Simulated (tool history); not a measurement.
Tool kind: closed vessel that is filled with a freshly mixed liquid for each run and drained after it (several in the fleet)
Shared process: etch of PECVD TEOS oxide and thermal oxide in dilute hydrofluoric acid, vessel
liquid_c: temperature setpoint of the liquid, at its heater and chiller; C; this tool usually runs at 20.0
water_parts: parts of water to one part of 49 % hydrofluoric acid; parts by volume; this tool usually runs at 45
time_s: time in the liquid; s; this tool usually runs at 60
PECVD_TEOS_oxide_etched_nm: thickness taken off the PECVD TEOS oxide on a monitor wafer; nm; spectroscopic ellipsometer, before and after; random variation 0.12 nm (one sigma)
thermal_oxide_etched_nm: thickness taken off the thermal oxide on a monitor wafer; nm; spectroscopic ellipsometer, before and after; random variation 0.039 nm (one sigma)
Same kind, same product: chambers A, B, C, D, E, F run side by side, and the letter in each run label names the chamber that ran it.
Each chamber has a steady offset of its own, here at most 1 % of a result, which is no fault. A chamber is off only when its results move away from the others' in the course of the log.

run   hour  liquid_c  water_parts  time_s  read-back film thickness of the PECVD TEOS oxide reference wafer, read on the same gauge (nm)  read-back film thickness of the thermal oxide reference wafer, read on the same gauge (nm)  PECVD_TEOS_oxide_etched_nm  thermal_oxide_etched_nm
 1A    5.7      20.0           45      60                                                                                         109.99                                                                                      30.056                      21.195                   5.4106
 2B   13.1      20.0           45      60                                                                                         110.01                                                                                      29.983                      21.375                   5.4655
 3E   19.2      20.0           45      60                                                                                         110.01                                                                                      29.968                      21.444                   5.4037
 4D   26.5      20.0           45      60                                                                                         109.97                                                                                      30.008                      21.089                   5.3901
 5F   35.7      20.0           45      60                                                                                         109.98                                                                                      29.991                      21.421                   5.4520
 6C   44.8      20.0           45      60                                                                                         110.01                                                                                      30.036                      21.471                   5.3478
 7D   50.3      20.0           45      60                                                                                         110.01                                                                                      29.982                      21.522                   5.3713
 8C   54.8      24.5           45      60                                                                                         110.00                                                                                      30.001                      25.854                   6.5330
 9B   61.3      24.5           45      60                                                                                         109.97                                                                                      30.010                      25.625                   6.4771
10E   68.2      24.5           45      60                                                                                         109.98                                                                                      29.999                      25.665                   6.5566
11F   76.7      24.5           45      60                                                                                         110.01                                                                                      30.007                      25.148                   6.5932
12A   82.3      24.5           45      60                                                                                         110.05                                                                                      29.988                      25.974                   6.5699
13A   87.5      24.5           45      60                                                                                         110.03                                                                                      30.034                      25.947                   6.5478
14E   94.0      20.0           45      60                                                                                         110.00                                                                                      30.013                      21.278                   5.4594
15F  103.0      20.0           55      60                                                                                         109.96                                                                                      30.034                      17.261                   4.4280
16D  109.6      20.0           55      60                                                                                         110.00                                                                                      29.983                      17.132                   4.4699
17C  118.7      20.0           55      60                                                                                         109.98                                                                                      29.971                      17.251                   4.3080
18B  123.9      20.0           55      60                                                                                         109.94                                                                                      29.996                      17.248                   4.4121
19B  131.4      20.0           55      60                                                                                         109.99                                                                                      29.991                      17.050                   4.4165
20C  136.1      20.0           55      60                                                                                         110.01                                                                                      29.992                      17.332                   4.3712
21A  144.9      20.0           45      60                                                                                         109.95                                                                                      30.038                      21.432                   5.4265
22F  150.4      20.0           45      60                                                                                         109.96                                                                                      29.973                      21.059                   5.4722
23D  154.8      22.5           45      75                                                                                         109.96                                                                                      30.000                      29.415                   7.4735
24E  163.7      22.5           45      75                                                                                         109.97                                                                                      29.988                      29.456                   7.4675
25C  172.5      22.5           45      75                                                                                         109.99                                                                                      29.982                      29.813                   7.5123
26D  179.8      22.5           45      75                                                                                         109.98                                                                                      30.022                      29.428                   7.5108
27A  187.9      22.5           45      75                                                                                         110.00                                                                                      30.017                      29.609                   7.4512
28B  193.1      22.5           45      75                                                                                         110.01                                                                                      30.036                      29.367                   7.4443
29E  199.3      20.0           45      60                                                                                         109.97                                                                                      29.961                      21.344                   5.4427
30F  203.5      20.0           45      40                                                                                         109.99                                                                                      29.995                      14.035                   3.6139
31A  207.8      20.0           45      40                                                                                         109.97                                                                                      29.986                      14.153                   3.6475
32E  211.8      20.0           45      40                                                                                         110.02                                                                                      29.997                      14.239                   3.6281
33B  217.9      20.0           45      40                                                                                         110.00                                                                                      30.007                      14.036                   3.6299
34F  222.8      20.0           45      40                                                                                         109.97                                                                                      30.051                      14.153                   3.6301
35D  232.0      20.0           45      40                                                                                         109.99                                                                                      29.992                      14.206                   3.6587
36C  238.6      20.0           45      60                                                                                         109.99                                                                                      29.969                      21.571                   5.4842
     242.6  -- chamber D: thermometer replaced
37B  246.7      20.0           45      60                                                                                         110.00                                                                                      30.010                      21.189                   5.3098
38D  254.8      24.5           30      60                                                                                         109.97                                                                                      30.046                      39.441                  10.0030
     255.6  -- chamber C: thermometer replaced
39E  263.5      24.5           30      60                                                                                         110.00                                                                                      29.995                      39.012                   9.9228
40C  268.6      24.5           30      60                                                                                         109.99                                                                                      30.034                      39.430                  10.0630

Is one chamber off against the others, does the gauge drift, or is nothing wrong? If a chamber is off, say which, and what the likeliest cause is.

Neither any chamber nor the gauge drifts; the chambers differ only by their own small, steady offsets.
